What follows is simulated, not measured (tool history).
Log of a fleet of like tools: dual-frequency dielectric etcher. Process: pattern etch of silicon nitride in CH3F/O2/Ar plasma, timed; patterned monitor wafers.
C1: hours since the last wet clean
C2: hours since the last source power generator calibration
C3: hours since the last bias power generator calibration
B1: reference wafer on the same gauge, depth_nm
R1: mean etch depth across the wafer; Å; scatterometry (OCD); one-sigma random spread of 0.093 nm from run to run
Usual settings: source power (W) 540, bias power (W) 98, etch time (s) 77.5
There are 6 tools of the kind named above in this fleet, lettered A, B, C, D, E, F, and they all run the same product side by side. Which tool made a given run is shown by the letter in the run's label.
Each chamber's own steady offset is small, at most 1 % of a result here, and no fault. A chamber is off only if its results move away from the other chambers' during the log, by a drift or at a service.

Run 1E, hour 11: usual settings; C1 161.4; C2 1346.1; C3 950.7; B1 55.803. Result: R1 675.86 Å.
Run 2F, hour 19.4: usual settings; C1 320.4; C2 2053.8; C3 121; B1 55.777. Result: R1 676.5 Å.
Run 3A, hour 32: usual settings; C1 197.6; C2 2280; C3 2060.5; B1 55.767. Result: R1 677.66 Å.
Run 4B, hour 40.5: usual settings; C1 477.4; C2 1855; C3 2196.1; B1 55.766. Result: R1 676.96 Å.
Run 5C, hour 49.1: usual settings; C1 70.2; C2 452.6; C3 131.5; B1 55.747. Result: R1 683.07 Å.
Run 6D, hour 60.6: usual settings; C1 413.9; C2 3562.3; C3 884.6; B1 55.758. Result: R1 678.69 Å.
At hour 68: chamber B: wet clean of the chamber.
Run 7F, hour 72.4: usual settings but bias power (W) 89, etch time (s) 84.5; C1 373.4; C2 2106.8; C3 174; B1 55.75. Result: R1 711.15 Å.
Run 8C, hour 78.8: usual settings but bias power (W) 89, etch time (s) 84.5; C1 99.9; C2 482.3; C3 161.2; B1 55.758. Result: R1 720.4 Å.
Run 9D, hour 91.8: usual settings but bias power (W) 89, etch time (s) 84.5; C1 445.1; C2 3593.5; C3 915.8; B1 55.741. Result: R1 717.63 Å.
Run 10A, hour 101.1: usual settings but bias power (W) 89, etch time (s) 84.5; C1 266.7; C2 2349.1; C3 2129.6; B1 55.722. Result: R1 713.93 Å.
Run 11B, hour 107.5: usual settings but bias power (W) 89, etch time (s) 84.5; C1 39.6; C2 1922; C3 2263.1; B1 55.707. Result: R1 709.71 Å.
At hour 109.5: chamber B: bias power generator calibrated.
Run 12E, hour 122.2: usual settings but bias power (W) 89, etch time (s) 84.5; C1 272.6; C2 1457.3; C3 1061.9; B1 55.706. Result: R1 710.44 Å.
Run 13E, hour 131.6: usual settings; C1 282; C2 1466.7; C3 1071.3; B1 55.702. Result: R1 672.25 Å.
Run 14C, hour 139.5: usual settings; C1 160.6; C2 543; C3 221.9; B1 55.7. Result: R1 682.47 Å.
Run 15D, hour 148.5: usual settings; C1 501.8; C2 3650.2; C3 972.5; B1 55.707. Result: R1 677.94 Å.
At hour 156.6: chamber D: wet clean of the chamber.
Run 16B, hour 161.9: usual settings; C1 94; C2 1976.4; C3 52.4; B1 55.693. Result: R1 673.4 Å.
Run 17F, hour 169.1: usual settings; C1 470.1; C2 2203.5; C3 270.7; B1 55.703. Result: R1 674.72 Å.
At hour 177.5: chamber F: wet clean of the chamber.
Run 18A, hour 178.5: usual settings but bias power (W) 78; C1 344.1; C2 2426.5; C3 2207; B1 55.676. Result: R1 625.85 Å.
Run 19B, hour 189.7: usual settings but bias power (W) 78; C1 121.8; C2 2004.2; C3 80.2; B1 55.653. Result: R1 623.37 Å.
At hour 190.9: chamber A: wet clean of the chamber.
Run 20C, hour 204.4: usual settings but bias power (W) 78; C1 225.5; C2 607.9; C3 286.8; B1 55.641. Result: R1 630.52 Å.
Run 21F, hour 216.4: usual settings but bias power (W) 78; C1 38.9; C2 2250.8; C3 318; B1 55.664. Result: R1 622.63 Å.
Run 22E, hour 230.7: usual settings but bias power (W) 78; C1 381.1; C2 1565.8; C3 1170.4; B1 55.612. Result: R1 619.7 Å.
Run 23D, hour 237.8: usual settings but bias power (W) 78; C1 81.3; C2 3739.5; C3 1061.8; B1 55.629. Result: R1 626.15 Å.
Run 24A, hour 251.2: usual settings; C1 60.4; C2 2499.2; C3 2279.7; B1 55.616. Result: R1 677.06 Å.
At hour 254.6: chamber E: wet clean of the chamber.
Run 25C, hour 260.3: usual settings; C1 281.4; C2 663.8; C3 342.7; B1 55.62. Result: R1 682.68 Å.
Run 26A, hour 272.4: usual settings; C1 81.6; C2 2520.4; C3 2300.9; B1 55.612. Result: R1 674.33 Å.
Run 27F, hour 285.5: usual settings; C1 108; C2 2319.9; C3 387.1; B1 55.58. Result: R1 673.42 Å.
Run 28B, hour 296.4: usual settings; C1 228.5; C2 2110.9; C3 186.9; B1 55.576. Result: R1 672.48 Å.
At hour 302.2: chamber B: source power generator calibrated.
Run 29E, hour 305.6: usual settings; C1 51; C2 1640.7; C3 1245.3; B1 55.57. Result: R1 672.53 Å.
Run 30D, hour 315.3: usual settings; C1 158.8; C2 3817; C3 1139.3; B1 55.569. Result: R1 678.36 Å.
Run 31D, hour 328.4: usual settings; C1 171.9; C2 3830.1; C3 1152.4; B1 55.552. Result: R1 676.2 Å.
Run 32B, hour 342.8: usual settings; C1 274.9; C2 40.6; C3 233.3; B1 55.554. Result: R1 672.74 Å.
Run 33F, hour 353.8: usual settings; C1 176.3; C2 2388.2; C3 455.4; B1 55.542. Result: R1 675.13 Å.
Run 34E, hour 364.2: usual settings; C1 109.6; C2 1699.3; C3 1303.9; B1 55.528. Result: R1 671.31 Å.
Run 35A, hour 374.5: usual settings; C1 183.7; C2 2622.5; C3 2403; B1 55.533. Result: R1 675.65 Å.
Run 36C, hour 383.9: usual settings but bias power (W) 107, etch time (s) 59; C1 405; C2 787.4; C3 466.3; B1 55.534. Result: R1 536.93 Å.
Run 37E, hour 392.3: usual settings but bias power (W) 107, etch time (s) 59; C1 137.7; C2 1727.4; C3 1332; B1 55.504. Result: R1 527.81 Å.
Run 38F, hour 406: usual settings but bias power (W) 107, etch time (s) 59; C1 228.5; C2 2440.4; C3 507.6; B1 55.494. Result: R1 528.66 Å.
At hour 409.6: chamber C: wet clean of the chamber.
Run 39C, hour 418.2: usual settings but bias power (W) 107, etch time (s) 59; C1 8.6; C2 821.7; C3 500.6; B1 55.523. Result: R1 533.69 Å.

What goes on in this fleet: one chamber off, a drifting gauge, or nothing beyond the chambers' own small offsets? Name the chamber and the cause, if any.

Every chamber seems to shift together because the gauge that measures them all drifts; the chambers themselves are fine.
Cause: gauge reads low (%) = 0.561.
